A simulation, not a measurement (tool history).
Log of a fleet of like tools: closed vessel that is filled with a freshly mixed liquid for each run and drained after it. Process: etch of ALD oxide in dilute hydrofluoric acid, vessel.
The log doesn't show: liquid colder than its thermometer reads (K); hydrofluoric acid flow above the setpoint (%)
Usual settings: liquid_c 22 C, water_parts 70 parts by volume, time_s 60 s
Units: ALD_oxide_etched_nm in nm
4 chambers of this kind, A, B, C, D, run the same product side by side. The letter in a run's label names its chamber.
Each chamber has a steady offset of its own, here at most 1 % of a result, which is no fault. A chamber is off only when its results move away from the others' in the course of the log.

run	hour	liquid_c	water_parts	time_s	hours since the thermometer was replaced	hours since the hydrofluoric acid flow meter was replaced	read-back film thickness of the ALD oxide reference wafer, read on the same gauge (nm)	ALD_oxide_etched_nm
1D	10.1	22	70	60	164.5	153.3	69.997	24.899
2A	16.5	22	70	60	85.9	133.6	70.024	24.890
3B	28.2	22	70	60	2623.6	1291.1	69.987	24.788
4C	39.6	22	70	60	42.3	103.2	69.986	25.296
5A	49.9	17	100	60	119.3	167.0	70.017	13.766
6C	58.8	17	100	60	61.5	122.4	70.030	13.770
7B	65.2	17	100	60	2660.6	1328.1	69.980	13.818
8D	77.9	17	100	60	232.3	221.1	69.986	13.542
9A	88.3	22	70	60	157.7	205.4	69.971	24.976
10B	100.2	22	70	60	2695.6	1363.1	70.041	25.470
11D	106.9	22	70	60	261.3	250.1	69.996	24.974
12C	115.1	22	70	60	117.8	178.7	70.028	25.211
13B	123.0	22	70	60	2718.4	1385.9	70.001	25.876
14C	134.1	22	70	60	136.8	197.7	69.999	25.085
# hour 139.6: chamber B: thermometer replaced
15D	141.6	22	70	60	296.0	284.8	70.006	24.816
16A	152.0	24	100	60	221.4	269.1	70.038	18.541
17C	158.3	24	100	60	161.0	221.9	69.948	18.328
18A	165.6	24	100	60	235.0	282.7	70.015	18.561
19B	176.5	24	100	60	36.9	1439.4	70.007	19.661
20D	182.5	22	70	60	336.9	325.7	69.995	25.049
21A	190.9	22	70	60	260.3	308.0	69.983	25.185
22B	201.5	22	70	60	61.9	1464.4	69.973	26.865
23D	211.0	22	70	60	365.4	354.2	70.003	24.855
24C	224.2	22	70	60	226.9	287.8	70.025	25.330

All 4 chambers run these settings next. Forecast each chamber's results:
25A	233.9	22	70	60				?
25B	233.9	22	70	60				?
25C	233.9	22	70	60				?
25D	233.9	22	70	60				?

run	ALD_oxide_etched_nm
25A	25.124
25B	27.434
25C	25.342
25D	24.875

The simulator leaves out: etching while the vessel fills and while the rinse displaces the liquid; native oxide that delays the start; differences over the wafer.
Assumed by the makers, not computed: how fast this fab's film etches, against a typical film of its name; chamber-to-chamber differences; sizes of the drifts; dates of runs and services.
